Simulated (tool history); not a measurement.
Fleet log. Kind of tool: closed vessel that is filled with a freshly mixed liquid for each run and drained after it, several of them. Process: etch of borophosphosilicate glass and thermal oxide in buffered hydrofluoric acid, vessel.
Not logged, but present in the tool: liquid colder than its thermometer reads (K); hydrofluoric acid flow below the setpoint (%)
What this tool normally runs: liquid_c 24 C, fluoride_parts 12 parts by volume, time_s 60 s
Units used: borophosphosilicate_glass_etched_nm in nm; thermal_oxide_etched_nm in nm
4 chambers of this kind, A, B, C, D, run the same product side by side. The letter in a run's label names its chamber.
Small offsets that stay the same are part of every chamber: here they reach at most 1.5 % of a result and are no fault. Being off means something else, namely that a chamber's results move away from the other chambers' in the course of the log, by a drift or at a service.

| run | day | liquid_c | fluoride_parts | time_s | hours since the thermometer was replaced | hours since the hydrofluoric acid flow meter was replaced | read-back film thickness of the borophosphosilicate glass reference wafer, read on the same gauge (nm) | read-back film thickness of the thermal oxide reference wafer, read on the same gauge (nm) | borophosphosilicate_glass_etched_nm | thermal_oxide_etched_nm |
|---|---|---|---|---|---|---|---|---|---|---|
| 1D | 0.225 | 24 | 12 | 60 | 382.7 | 895.3 | 119.98 | 39.997 | 62.738 | 56.159 |
| 2C | 0.458 | 24 | 12 | 60 | 1288.3 | 462.6 | 120.02 | 40.006 | 62.122 | 56.909 |
| 3A | 0.654 | 24 | 12 | 60 | 1626.8 | 1576.7 | 119.95 | 39.982 | 62.857 | 56.106 |
| 4B | 1.046 | 24 | 12 | 60 | 261.1 | 1275.1 | 119.97 | 39.99 | 62.557 | 56.177 |
| 5D | 1.221 | 24 | 12 | 60 | 406.6 | 919.2 | 119.98 | 39.997 | 63.391 | 55.679 |
| 6A | 1.488 | 24 | 12 | 60 | 1646.8 | 1596.7 | 120.02 | 39.959 | 62.549 | 56.502 |
| 7B | 1.8 | 24 | 12 | 60 | 279.2 | 1293.2 | 119.98 | 39.968 | 62.38 | 56.999 |
| 8C | 2.171 | 24 | 12 | 60 | 1329.4 | 503.7 | 120.01 | 39.99 | 63.292 | 56.574 |
|  | 2.338 | chamber A: thermometer replaced |
| 9D | 2.529 | 24 | 12 | 60 | 438 | 950.6 | 120 | 40.006 | 62.618 | 55.564 |
| 10C | 2.85 | 24 | 12 | 60 | 1345.7 | 520 | 119.99 | 40.007 | 61.169 | 57.334 |
| 11A | 3.075 | 24 | 12 | 60 | 17.8 | 1634.8 | 119.96 | 40.01 | 63.414 | 56.217 |
| 12B | 3.371 | 24 | 12 | 60 | 316.9 | 1330.9 | 119.99 | 39.998 | 62.518 | 56.567 |
| 13D | 3.754 | 24 | 10 | 60 | 467.4 | 980 | 120.01 | 40.006 | 75.032 | 67.132 |
| 14C | 4.125 | 24 | 10 | 60 | 1376.3 | 550.6 | 120.04 | 39.998 | 73.423 | 66.351 |
| 15B | 4.379 | 24 | 10 | 60 | 341.1 | 1355.1 | 119.99 | 40.031 | 74.344 | 66.902 |
| 16A | 4.758 | 24 | 10 | 60 | 58.2 | 1675.2 | 119.99 | 39.997 | 76.223 | 67.334 |
| 17D | 4.996 | 24 | 12 | 60 | 497.2 | 1009.8 | 120.02 | 39.972 | 63.369 | 55.546 |
| 18C | 5.267 | 24 | 12 | 60 | 1403.7 | 578 | 119.99 | 40.004 | 60.886 | 55.247 |
| 19B | 5.658 | 24 | 12 | 60 | 371.8 | 1385.8 | 119.97 | 40.003 | 61.976 | 56.132 |
| 20A | 5.988 | 24 | 12 | 60 | 87.7 | 1704.7 | 119.98 | 40.012 | 64.393 | 57.81 |
| 21C | 6.204 | 24 | 12 | 60 | 1426.2 | 600.5 | 120 | 39.988 | 60.174 | 54.871 |
| 22D | 6.512 | 24 | 12 | 60 | 533.6 | 1046.2 | 120.02 | 40.018 | 63.129 | 55.913 |
| 23B | 6.742 | 24 | 12 | 60 | 397.8 | 1411.8 | 120.01 | 39.983 | 62.503 | 55.456 |
| 24A | 7.096 | 24 | 12 | 60 | 114.3 | 1731.3 | 120.03 | 39.995 | 63.271 | 57.186 |
| 25D | 7.467 | 24 | 12 | 60 | 556.5 | 1069.1 | 120 | 40.007 | 62.158 | 55.575 |
| 26C | 7.642 | 24 | 12 | 60 | 1460.7 | 635 | 120 | 39.988 | 58.785 | 53.555 |
| 27B | 7.967 | 20 | 12 | 60 | 427.2 | 1441.2 | 120.04 | 39.975 | 49.51 | 45.605 |
| 28A | 8.325 | 20 | 12 | 60 | 143.8 | 1760.8 | 120.06 | 39.993 | 50.8 | 45.517 |
| 29D | 8.562 | 20 | 12 | 60 | 582.8 | 1095.4 | 119.97 | 40.014 | 50.735 | 45.246 |
| 30A | 8.825 | 20 | 12 | 60 | 155.8 | 1772.8 | 120 | 40 | 50.636 | 46.119 |
| 31B | 9.146 | 24 | 12 | 60 | 455.5 | 1469.5 | 120.02 | 39.996 | 62.503 | 55.726 |
| 32C | 9.404 | 24 | 12 | 60 | 1503 | 677.3 | 120.02 | 39.99 | 58.234 | 52.622 |

Has any chamber moved away from the others, gradually or after a service, or does the common gauge drift, or do the chambers differ only by their own small steady offsets? State the chamber and the most likely cause if one applies.

Little by little, chamber C moves away from the other chambers.
Most likely cause: hydrofluoric acid flow below the setpoint (%) = 8.08.
The log might look much the same if the cause were instead: liquid colder than its thermometer reads (K).

Here are 4 candidates for chamber C's next run, each the usual settings with a change, their results left as question marks. Which one brings its results back in line with what the others give on the usual settings?
Counts as in line when no further than this from what the other chambers average on the usual settings: borophosphosilicate_glass_etched_nm 1.8 nm; thermal_oxide_etched_nm 1.9 nm
| 33C-1 | 9.683 | 19 | 8 | 60 |  |  |  |  | ? | ? |
| 33C-2 | 9.683 | 27 | 14.5 | 60 |  |  |  |  | ? | ? |
| 33C-3 | 9.683 | 22 | 10.5 | 60 |  |  |  |  | ? | ? |
| 33C-4 | 9.683 | 31 | 19 | 60 |  |  |  |  | ? | ? |

Mean of the other chambers on the usual settings: borophosphosilicate_glass_etched_nm 62.605 nm; thermal_oxide_etched_nm 56.412 nm
| run | borophosphosilicate_glass_etched_nm | thermal_oxide_etched_nm |
|---|---|---|
| 33C-1 | 62.992 | 56.898 |
| 33C-2 | 56.322 | 51.33 |
| 33C-3 | 58.99 | 53.525 |
| 33C-4 | 53.772 | 49.133 |
With 33C-1, the chamber falls back in line with the rest.
